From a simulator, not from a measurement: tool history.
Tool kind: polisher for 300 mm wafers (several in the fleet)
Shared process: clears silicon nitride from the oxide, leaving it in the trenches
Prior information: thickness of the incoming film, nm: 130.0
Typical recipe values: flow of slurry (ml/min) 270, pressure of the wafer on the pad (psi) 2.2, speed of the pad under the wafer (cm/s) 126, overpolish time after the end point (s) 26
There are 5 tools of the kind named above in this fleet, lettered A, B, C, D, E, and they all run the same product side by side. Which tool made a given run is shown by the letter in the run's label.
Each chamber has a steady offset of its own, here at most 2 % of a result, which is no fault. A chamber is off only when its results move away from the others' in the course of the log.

run     day  flow of slurry (ml/min)  pressure of the wafer on the pad (psi)  speed of the pad under the wafer (cm/s)  overpolish time after the end point (s)  time until the end point was called (s)
 1C   0.396                      270                                     2.2                                      126                                       26                                   150.67
 2D   0.762                      270                                     2.2                                      126                                       26                                   152.68
      0.921  -- chamber E: worn pad replaced by a new one
 3E   1.075                      270                                     2.2                                      126                                       26                                   151.01
 4A   1.304                      270                                     2.2                                      126                                       26                                   151.62
 5B   1.642                      270                                     1.9                                      126                                       26                                   179.95
      1.979  -- chamber A: worn pad replaced by a new one
 6E   1.979                      270                                     1.9                                      126                                       26                                   174.17
      2.042  -- chamber C: worn pad replaced by a new one
 7D   2.467                      270                                     1.9                                      126                                       26                                   176.70
 8C   2.688                      270                                     1.9                                      126                                       26                                   175.58
 9A   2.938                      270                                     1.9                                      126                                       26                                   172.32
      3.000  -- chamber B: worn pad replaced by a new one
10B   3.250                      270                                     2.2                                      126                                       26                                   154.25
11B   3.508                      270                                     2.2                                      126                                       26                                   152.31
12E   3.812                      270                                     2.2                                      126                                       26                                   150.93
      4.158  -- chamber E: worn pad replaced by a new one
13C   4.296                      270                                     2.2                                      126                                       26                                   152.46
14A   4.538                      325                                     2.2                                      160                                       26                                   115.22
      4.700  -- chamber E: slurry nozzle cleaned
      4.871  -- chamber C: worn pad replaced by a new one
15D   5.000                      325                                     2.2                                      160                                       26                                   119.86
16A   5.367                      325                                     2.2                                      160                                       26                                   114.29
17B   5.612                      325                                     2.2                                      160                                       26                                   117.04
18E   6.058                      325                                     2.2                                      160                                       26                                   117.25
      6.400  -- chamber B: worn pad replaced by a new one
19C   6.417                      270                                     2.2                                      126                                       26                                   153.04
      6.608  -- chamber C: slurry nozzle cleaned
      6.608  -- chamber C: head pressure recalibrated
20D   6.796                      270                                     2.2                                      126                                       26                                   152.70
      6.983  -- chamber E: worn pad replaced by a new one
21E   7.104                      270                                     2.2                                      126                                       26                                   150.77
22B   7.362                      270                                     2.2                                      126                                       26                                   155.41
23D   7.583                      270                                     2.2                                      126                                       26                                   154.68
      7.962  -- chamber C: worn pad replaced by a new one
24A   7.983                      270                                     2.2                                      126                                       26                                   146.24
      8.004  -- chamber D: worn pad replaced by a new one
25C   8.250                      270                                     2.2                                      126                                       26                                   154.74
26E   8.633                      270                                     2.6                                      126                                       26                                   127.34
27B   9.092                      270                                     2.6                                      126                                       26                                   129.66
28D   9.312                      270                                     2.6                                      126                                       26                                   131.39
      9.329  -- chamber A: worn pad replaced by a new one
29C   9.729                      270                                     2.6                                      126                                       26                                   129.19
30A  10.179                      270                                     2.6                                      126                                       26                                   120.56
     10.329  -- chamber B: worn pad replaced by a new one
31B  10.625                      270                                     2.2                                      126                                       26                                   155.67
     10.850  -- chamber C: worn pad replaced by a new one
32C  10.908                      270                                     2.2                                       94                                       26                                   204.52

Next, all 5 chambers run the settings below, one line each with question marks for the results. What does each chamber give?
33A  11.271                      270                                     2.2                                      126                                       26                                        ?
33B  11.271                      270                                     2.2                                      126                                       26                                        ?
33C  11.271                      270                                     2.2                                      126                                       26                                        ?
33D  11.271                      270                                     2.2                                      126                                       26                                        ?
33E  11.271                      270                                     2.2                                      126                                       26                                        ?

run  time until the end point was called (s)
33A                                   141.12
33B                                   154.76
33C                                   152.13
33D                                   152.09
33E                                   149.70
